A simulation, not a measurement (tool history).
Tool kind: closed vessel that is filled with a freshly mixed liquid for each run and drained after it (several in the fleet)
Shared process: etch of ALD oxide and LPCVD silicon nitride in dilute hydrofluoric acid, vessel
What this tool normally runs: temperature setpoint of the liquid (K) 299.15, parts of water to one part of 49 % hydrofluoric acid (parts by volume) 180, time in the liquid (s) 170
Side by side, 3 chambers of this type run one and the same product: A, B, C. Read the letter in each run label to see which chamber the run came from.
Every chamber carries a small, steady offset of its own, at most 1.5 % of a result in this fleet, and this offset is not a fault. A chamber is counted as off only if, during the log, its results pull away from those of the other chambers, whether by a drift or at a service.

| run | hour | temperature setpoint of the liquid (K) | parts of water to one part of 49 % hydrofluoric acid (parts by volume) | time in the liquid (s) | read-back film thickness of the ALD oxide reference wafer, read on the same gauge (nm) | read-back film thickness of the LPCVD silicon nitride reference wafer, read on the same gauge (nm) | thickness taken off the ALD oxide on a monitor wafer (angstrom) | thickness taken off the LPCVD silicon nitride on a monitor wafer (angstrom) |
|---|---|---|---|---|---|---|---|---|
| 1A | 2.9 | 299.15 | 180 | 170 | 90.014 | 69.981 | 118.740 | 5.5010 |
| 2B | 6.6 | 299.15 | 180 | 170 | 89.996 | 69.982 | 117.990 | 4.7613 |
| 3C | 10.1 | 299.15 | 180 | 170 | 89.993 | 69.995 | 119.960 | 5.3697 |
| 4C | 14.3 | 299.15 | 180 | 170 | 90.000 | 70.005 | 120.740 | 5.3364 |
| 5A | 18.6 | 294.65 | 180 | 170 | 89.993 | 70.004 | 99.675 | 4.1636 |
| 6B | 21.3 | 294.65 | 180 | 170 | 89.985 | 70.016 | 99.548 | 3.6823 |
| 7A | 25.4 | 294.65 | 180 | 170 | 90.005 | 70.005 | 100.060 | 4.3490 |
| 8B | 29.9 | 303.65 | 180 | 95 | 89.988 | 69.993 | 77.550 | 3.5448 |
| 9C | 33.1 | 303.65 | 180 | 95 | 89.995 | 70.021 | 79.313 | 3.6533 |
| 10C | 36.3 | 303.65 | 180 | 95 | 89.993 | 69.990 | 78.640 | 3.8432 |
| 11B | 39.9 | 299.15 | 180 | 170 | 90.008 | 69.987 | 117.620 | 5.7770 |
| 12A | 42.5 | 299.15 | 180 | 170 | 89.999 | 69.993 | 118.950 | 4.5172 |
| 13A | 46.2 | 299.15 | 180 | 170 | 89.987 | 69.993 | 118.480 | 4.3871 |
| 14C | 50.7 | 299.15 | 180 | 170 | 90.006 | 69.977 | 120.570 | 5.3504 |
| 15B | 54.6 | 296.15 | 180 | 120 | 90.005 | 69.994 | 74.634 | 3.4512 |
| 16B | 58.6 | 296.15 | 180 | 120 | 90.005 | 70.022 | 75.107 | 2.9341 |
| 17C | 60.7 | 296.15 | 180 | 120 | 90.014 | 70.024 | 75.254 | 3.1760 |
| 18A | 63.4 | 299.15 | 180 | 170 | 89.979 | 70.034 | 118.960 | 5.1568 |
| 19C | 67.5 | 299.15 | 180 | 135 | 90.009 | 69.986 | 95.621 | 3.9127 |
| 20A | 70.0 | 299.15 | 180 | 135 | 89.988 | 69.979 | 93.796 | 4.3977 |

Each of the 3 chambers runs these same settings next. Fill in every chamber's results:
| 21A | 73.4 | 299.15 | 110 | 170 |  |  | ? | ? |
| 21B | 73.4 | 299.15 | 110 | 170 |  |  | ? | ? |
| 21C | 73.4 | 299.15 | 110 | 170 |  |  | ? | ? |

| run | thickness taken off the ALD oxide on a monitor wafer (angstrom) | thickness taken off the LPCVD silicon nitride on a monitor wafer (angstrom) |
|---|---|---|
| 21A | 208.700 | 8.5790 |
| 21B | 206.320 | 8.8739 |
| 21C | 212.470 | 8.5274 |
